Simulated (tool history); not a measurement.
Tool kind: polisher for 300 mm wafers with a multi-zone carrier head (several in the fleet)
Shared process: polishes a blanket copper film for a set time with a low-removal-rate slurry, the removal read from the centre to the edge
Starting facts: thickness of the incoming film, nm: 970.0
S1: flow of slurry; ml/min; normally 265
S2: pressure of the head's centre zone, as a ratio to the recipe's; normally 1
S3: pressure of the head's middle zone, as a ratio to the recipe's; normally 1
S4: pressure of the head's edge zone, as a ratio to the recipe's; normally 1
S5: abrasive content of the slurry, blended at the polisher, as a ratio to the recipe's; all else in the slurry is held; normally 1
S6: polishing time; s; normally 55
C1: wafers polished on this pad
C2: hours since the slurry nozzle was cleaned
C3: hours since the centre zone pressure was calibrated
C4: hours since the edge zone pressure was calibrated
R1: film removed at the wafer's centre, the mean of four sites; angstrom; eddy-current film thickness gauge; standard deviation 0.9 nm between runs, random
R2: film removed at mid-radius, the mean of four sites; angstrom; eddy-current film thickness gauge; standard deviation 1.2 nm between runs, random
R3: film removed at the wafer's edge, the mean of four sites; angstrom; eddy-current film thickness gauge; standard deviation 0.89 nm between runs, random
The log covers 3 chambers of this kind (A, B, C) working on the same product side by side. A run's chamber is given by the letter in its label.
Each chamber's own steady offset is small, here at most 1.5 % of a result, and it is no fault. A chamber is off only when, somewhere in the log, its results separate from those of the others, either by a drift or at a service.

run   hour   S1    S2    S3  S4   S5  S6    C1     C2     C3      C4      R1      R2      R3
 1A   11.1  265     1     1   1    1  55   294  595.7  210.3   116.6  865.37  859.53  859.62
      13.5  -- chamber C: worn pad replaced by a new one
 2C   19.9  265     1     1   1    1  55    36  189.5  105.4   906.9  876.37  841.62  862.41
 3B   30.5  265     1     1   1    1  55   412  346.2  501.1   571.6  860.53  841.96  869.07
 4B   37.8  265     1     1   1    1  55   453  353.5  508.4   578.9   852.7  837.88  862.48
 5C   44.3  265     1     1   1    1  55   171  213.9  129.8   931.3  870.98  872.57  856.33
 6A   51.7  265     1     1   1    1  55   520  636.3  250.9   157.2  876.67  894.54  854.63
 7A   59.9  265     1     1   1    1  55   566  644.5  259.1   165.4  872.28  861.66  850.12
 8B   67.9  265     1     1   1    1  55   620  383.6  538.5     609  846.81  860.41  847.85
 9C   76.3  265     1     1   1    1  55   350  245.9  161.8   963.3  869.25  852.72  867.97
      85.3  -- chamber A: worn pad replaced by a new one
10C   88.3  265     1     1   1    1  55   417  257.9  173.8   975.3  865.37  833.01  853.95
11B  100.8  265     1     1   1    1  55   803  416.5  571.4   641.9  839.36  839.71  845.58
     101.7  -- chamber C: worn pad replaced by a new one
12A  106.4  265     1     1   1    1  55   117    691  305.6   211.9  866.56  874.46  856.81
13C    119  265  1.04     1   1  1.2  55    96  288.6  204.5    1006  945.06  887.11  899.21
14A  125.1  265  1.04     1   1  1.2  55   222  709.7  324.3   230.6  965.52  918.42  890.85
     126.3  -- chamber A: centre zone pressure recalibrated
15B  134.6  265  1.04     1   1  1.2  55   992  450.3  605.2   675.7  930.06   870.3  898.37
16B  146.3  265     1     1   1    1  55  1057    462  616.9   687.4  840.51  842.33  872.23
     152.7  -- chamber A: slurry nozzle cleaned
     155.7  -- chamber B: slurry nozzle cleaned
17A  157.1  265     1     1   1    1  55   400    4.5   30.9   262.6  883.43  878.43  866.85
18C  165.5  265     1     1   1    1  55   355  335.1    251  1052.5  864.92  858.87  864.61
19C  171.7  265     1     1   1    1  55   390  341.3  257.2  1058.7  869.35   827.2  858.94
20A  180.7  265     1  1.09   1    1  55   531   28.1   54.5   286.2  875.63  938.19  883.74
21B  187.4  265     1  1.09   1    1  55  1286   31.7    658   728.5  849.35  893.97  840.06
22B  197.2  265     1  1.09   1    1  55  1340   41.5  667.8   738.3   829.4  910.97  847.69
     205.4  -- chamber A: worn pad replaced by a new one
23A  205.5  265     1     1   1    1  55     0   52.9   79.3     311  872.42  870.41  861.79
     213.7  -- chamber C: worn pad replaced by a new one
24C  215.3  265     1     1   1    1  55     9  384.9  300.8  1102.3  875.84  869.52  879.36
25A  221.9  265     1     1   1    1  55    92   69.3   95.7   327.4  886.18  895.23  873.11
26C  230.1  265     1     1   1    1  55    91  399.7  315.6  1117.1  865.41  872.73  863.81
27B  236.7  265  0.91     1   1    1  55  1560     81  707.3   777.8  748.67  799.49   829.6
28A  242.9  265  0.91     1   1    1  55   208   90.3  116.7   348.4  791.39   885.1  851.99
29B  253.8  265  0.91     1   1    1  55  1656   98.1  724.4   794.9  733.17  795.81  816.42
30C  263.1  265     1     1   1    1  55   275  432.7  348.6  1150.1  870.38  847.57  873.83
31B  270.1  265     1     1   1    1  55  1747  114.4  740.7   811.2  799.81  806.08  831.33
     273.5  -- chamber C: centre zone pressure recalibrated
32C  280.1  265     1     1   1    1  39   370  449.7    6.7  1167.1  609.23  609.67  616.69
33A  286.9  265     1     1   1    1  39   454  134.3  160.7   392.4   621.7  621.23  611.21
34A  294.7  265     1     1   1    1  39   497  142.1  168.5   400.2  627.55  605.98  620.85
       301  -- chamber C: worn pad replaced by a new one
35B  304.2  265     1     1   1    1  55  1936  148.5  774.8   845.3  797.41  795.77  795.72
36C  312.4  265     1     1   1    1  55    63    482     39  1199.4  860.31  864.64  858.05
37C  321.3  265     1     1   1    1  55   113  490.9   47.9  1208.3  883.81   858.3  864.66
38B  327.9  265     1     1   1    1  55  2068  172.2  798.5     869  784.13  762.58  775.69
39A  335.3  265     1     1   1    1  55   723  182.7  209.1   440.8  885.92  884.98  862.51

One chamber off, gauge drift, or nothing amiss beyond the chambers' own small offsets? If it is a chamber, which one, and what is the likeliest cause?

It is chamber B that slowly wanders off from its peers.
Likeliest cause: removal rate lost through wear of the pad, % = 9.35.

Which of the 4 candidates below, each the usual settings with something changed and its results left as question marks, puts chamber B back in line with what the other chambers give on the usual settings?
Maximum distance from the other chambers' mean on the usual settings for a result to count as in line: R1 32 angstrom; R2 43 angstrom; R3 31 angstrom
40B-1  344.5  260  0.99  0.98  1.01     1  47                   ?   ?   ?
40B-2  344.5  270  1.01  1.01     1     1  61                   ?   ?   ?
40B-3  344.5  270  1.01  1.01     1  1.05  64                   ?   ?   ?
40B-4  344.5  260  0.99  0.99     1     1  49                   ?   ?   ?

What the other chambers average on the usual settings: R1 872.48 angstrom; R2 864.73 angstrom; R3 864.4 angstrom
  run      R1      R2      R3
40B-1  649.91   644.6  669.73
40B-2  866.25  863.61  867.01
40B-3  918.44  915.65  919.24
40B-4  677.61  678.31  694.43
The right change is 40B-2: it brings the chamber back within the allowed miss of the others.
